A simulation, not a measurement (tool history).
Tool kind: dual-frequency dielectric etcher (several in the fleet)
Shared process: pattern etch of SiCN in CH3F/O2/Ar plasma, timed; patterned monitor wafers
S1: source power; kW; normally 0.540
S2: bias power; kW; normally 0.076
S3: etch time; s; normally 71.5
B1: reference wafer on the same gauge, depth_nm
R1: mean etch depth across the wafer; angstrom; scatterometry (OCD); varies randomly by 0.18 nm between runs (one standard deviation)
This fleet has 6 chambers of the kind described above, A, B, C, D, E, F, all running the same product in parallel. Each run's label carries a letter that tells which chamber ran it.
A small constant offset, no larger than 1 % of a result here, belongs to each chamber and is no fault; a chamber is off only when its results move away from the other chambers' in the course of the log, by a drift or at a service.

run,day,S1,S2,S3,B1,R1
1A,0.446,0.540,0.076,71.5,35.533,305.90
2C,0.883,0.540,0.076,71.5,35.539,308.69
3D,1.358,0.540,0.076,71.5,35.527,305.73
4E,1.683,0.540,0.076,71.5,35.494,301.31
5F,2.167,0.540,0.076,71.5,35.531,300.76
6B,2.562,0.540,0.076,71.5,35.471,309.24
7E,2.962,0.540,0.076,71.5,35.462,310.29
8B,3.258,0.540,0.076,71.5,35.496,309.17
9C,3.592,0.540,0.076,71.5,35.469,305.77
10F,3.858,0.540,0.076,71.5,35.447,303.62
11A,4.121,0.540,0.058,71.5,35.441,279.43
# day 4.158: chamber F: bias power generator calibrated
12D,4.371,0.540,0.058,71.5,35.477,280.35
# day 4.792: chamber E: wet clean of the chamber
13E,4.846,0.540,0.058,71.5,35.536,274.27
14F,5.383,0.540,0.058,71.5,35.494,275.02
15B,5.683,0.540,0.058,71.5,35.453,284.16
16D,6.154,0.540,0.058,71.5,35.516,280.08
17C,6.462,0.540,0.076,71.5,35.449,305.56
18A,6.992,0.540,0.076,71.5,35.491,303.92
# day 7.042: chamber D: wet clean of the chamber
19E,7.383,0.540,0.076,71.5,35.485,307.82
20C,7.783,0.540,0.076,71.5,35.517,301.33
21F,8.242,0.540,0.093,55.5,35.476,252.33
22B,8.588,0.540,0.093,55.5,35.506,257.20
23D,9.104,0.540,0.093,55.5,35.504,256.32
24A,9.629,0.540,0.093,55.5,35.447,254.57
25B,9.921,0.540,0.093,55.5,35.506,256.70
# day 10.258: chamber A: wet clean of the chamber
26C,10.446,0.540,0.093,55.5,35.467,254.83
27E,10.767,0.540,0.076,71.5,35.506,306.70
28A,11.050,0.540,0.076,71.5,35.530,304.84
29F,11.488,0.540,0.076,71.5,35.542,301.79
30D,11.812,0.540,0.076,71.5,35.492,308.60
31B,12.262,0.540,0.076,71.5,35.518,309.87
32E,12.538,0.540,0.076,71.5,35.467,302.28
# day 13.021: chamber A: source power generator calibrated
33D,13.062,0.540,0.076,71.5,35.506,310.62
# day 13.071: chamber B: wet clean of the chamber
# day 13.242: chamber E: bias power generator calibrated
34F,13.304,0.540,0.076,71.5,35.562,301.04
35C,13.667,0.540,0.076,71.5,35.474,306.21
# day 14.058: chamber F: source power generator calibrated
36A,14.104,0.490,0.076,71.5,35.528,294.65
37F,14.450,0.490,0.076,71.5,35.473,294.85
# day 14.462: chamber B: bias power generator calibrated
38A,14.700,0.490,0.076,71.5,35.475,293.99
39E,15.079,0.490,0.076,71.5,35.504,295.12
40B,15.371,0.490,0.076,71.5,35.531,297.90
41C,15.821,0.490,0.076,71.5,35.463,293.02
42D,16.096,0.540,0.076,71.5,35.546,305.54
43F,16.400,0.450,0.093,71.5,35.515,308.05

Is one chamber out of step, is the gauge drifting, or do the chambers differ by no more than their own small offsets? For an off chamber, give its letter and the likeliest cause.

No chamber stands off beyond its own small offset, and the gauge holds steady.
